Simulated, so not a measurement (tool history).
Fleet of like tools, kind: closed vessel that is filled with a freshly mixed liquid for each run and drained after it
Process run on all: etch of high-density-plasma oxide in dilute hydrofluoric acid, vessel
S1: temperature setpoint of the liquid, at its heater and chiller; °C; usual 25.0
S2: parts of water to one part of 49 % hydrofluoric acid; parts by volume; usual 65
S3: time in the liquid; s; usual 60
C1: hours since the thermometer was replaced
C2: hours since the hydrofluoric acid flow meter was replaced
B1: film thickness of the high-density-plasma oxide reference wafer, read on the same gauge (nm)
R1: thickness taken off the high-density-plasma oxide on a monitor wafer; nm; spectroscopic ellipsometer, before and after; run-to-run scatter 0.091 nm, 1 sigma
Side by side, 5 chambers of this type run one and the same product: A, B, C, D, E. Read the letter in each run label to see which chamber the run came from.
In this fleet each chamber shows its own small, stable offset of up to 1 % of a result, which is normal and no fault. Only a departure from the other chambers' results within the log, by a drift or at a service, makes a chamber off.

Run 1C, hour 4.8: usual settings; C1 285.2; C2 612.3; B1 80.015. Result: R1 11.3180 nm.
Run 2B, hour 14.7: usual settings; C1 2497.6; C2 667.1; B1 80.013. Result: R1 11.1810 nm.
Run 3A, hour 21.6: usual settings; C1 2302.2; C2 263.8; B1 80.021. Result: R1 11.2280 nm.
Run 4D, hour 28.8: usual settings; C1 574.5; C2 695.7; B1 79.978. Result: R1 11.3100 nm.
Run 5E, hour 37.4: usual settings but S1 22.5 °C, S3 30 s; C1 501.7; C2 861.2; B1 79.989. Result: R1 5.0619 nm.
Run 6C, hour 46.7: usual settings but S1 22.5 °C, S3 30 s; C1 327.1; C2 654.2; B1 79.993. Result: R1 5.1152 nm.
Run 7A, hour 53.5: usual settings but S1 22.5 °C, S3 30 s; C1 2334.1; C2 295.7; B1 79.994. Result: R1 5.0963 nm.
Run 8D, hour 58.5: usual settings but S1 22.5 °C, S3 30 s; C1 604.2; C2 725.4; B1 79.989. Result: R1 5.0588 nm.
Run 9E, hour 67.6: usual settings but S1 22.5 °C, S3 30 s; C1 531.9; C2 891.4; B1 80.008. Result: R1 4.9922 nm.
Run 10B, hour 74.2: usual settings; C1 2557.1; C2 726.6; B1 79.994. Result: R1 11.1160 nm.
Run 11D, hour 79.0: usual settings but S1 20.5 °C, S3 90 s; C1 624.7; C2 745.9; B1 79.999. Result: R1 14.0310 nm.
At hour 82.3: chamber B: thermometer replaced.
Run 12C, hour 88.7: usual settings but S1 20.5 °C, S3 90 s; C1 369.1; C2 696.2; B1 80.006. Result: R1 14.0590 nm.
Run 13E, hour 95.1: usual settings but S1 20.5 °C, S3 90 s; C1 559.4; C2 918.9; B1 79.983. Result: R1 13.5010 nm.
Run 14B, hour 103.3: usual settings but S1 20.5 °C, S3 90 s; C1 21.0; C2 755.7; B1 80.009. Result: R1 13.9330 nm.
Run 15A, hour 110.3: usual settings but S1 20.5 °C, S3 90 s; C1 2390.9; C2 352.5; B1 79.976. Result: R1 14.1960 nm.
Run 16B, hour 116.0: usual settings; C1 33.7; C2 768.4; B1 79.988. Result: R1 11.1000 nm.
Run 17D, hour 122.4: usual settings; C1 668.1; C2 789.3; B1 80.008. Result: R1 11.3720 nm.
Run 18E, hour 128.2: usual settings; C1 592.5; C2 952.0; B1 80.017. Result: R1 10.5930 nm.
At hour 134.3: chamber D: hydrofluoric acid flow meter replaced.
Run 19C, hour 137.1: usual settings; C1 417.5; C2 744.6; B1 80.012. Result: R1 11.2890 nm.
Run 20A, hour 144.9: usual settings; C1 2425.5; C2 387.1; B1 80.006. Result: R1 11.2060 nm.
Run 21B, hour 155.0: usual settings; C1 72.7; C2 807.4; B1 79.977. Result: R1 11.1720 nm.
Run 22A, hour 164.1: usual settings; C1 2444.7; C2 406.3; B1 80.015. Result: R1 11.4210 nm.
Run 23C, hour 172.2: usual settings; C1 452.6; C2 779.7; B1 80.033. Result: R1 11.3690 nm.
Run 24D, hour 181.1: usual settings; C1 726.8; C2 46.9; B1 79.984. Result: R1 11.3110 nm.
Run 25E, hour 189.5: usual settings; C1 653.8; C2 1013.3; B1 80.019. Result: R1 10.5500 nm.
Run 26A, hour 196.5: usual settings; C1 2477.1; C2 438.7; B1 80.005. Result: R1 11.2470 nm.
Run 27B, hour 203.9: usual settings; C1 121.6; C2 856.3; B1 79.993. Result: R1 11.3500 nm.
Run 28C, hour 214.1: usual settings but S1 21.5 °C, S3 50 s; C1 494.5; C2 821.6; B1 80.009. Result: R1 8.0733 nm.
Run 29D, hour 219.1: usual settings but S1 21.5 °C, S3 50 s; C1 764.8; C2 84.9; B1 80.010. Result: R1 8.1273 nm.
Run 30E, hour 227.0: usual settings but S1 21.5 °C, S3 50 s; C1 691.3; C2 1050.8; B1 79.998. Result: R1 7.4860 nm.
Run 31A, hour 237.1: usual settings but S1 21.5 °C, S3 50 s; C1 2517.7; C2 479.3; B1 79.986. Result: R1 8.1508 nm.

Is one chamber off against the others, does the gauge drift, or is nothing wrong? If a chamber is off, say which, and what the likeliest cause is.

Chamber E drifts away from the others.
What lies behind it: liquid colder than its thermometer reads (K) = 2.02.
The log may not separate it from: hydrofluoric acid flow below the setpoint (%).

Below are 4 candidate recipes for chamber E's next run, each the usual settings with a change, their results shown as question marks. Which of them brings E's results back in line with what the other chambers give on the usual settings?
Maximum distance from the other chambers' mean on the usual settings for a result to count as in line: R1 0.3200 nm
Run 32E-1, hour 244.6: usual settings but S2 60 parts by volume. Result: R1 ?.
Run 32E-2, hour 244.6: usual settings but S1 26.0 °C. Result: R1 ?.
Run 32E-3, hour 244.6: usual settings but S3 55 s. Result: R1 ?.
Run 32E-4, hour 244.6: usual settings but S1 24.0 °C. Result: R1 ?.

Usual-settings mean across the other chambers: R1 11.2570 nm
  run       R1
32E-1  11.2610
32E-2  10.7610
32E-3   9.4654
32E-4   9.9010
It is 32E-1 that realigns the chamber with its peers.
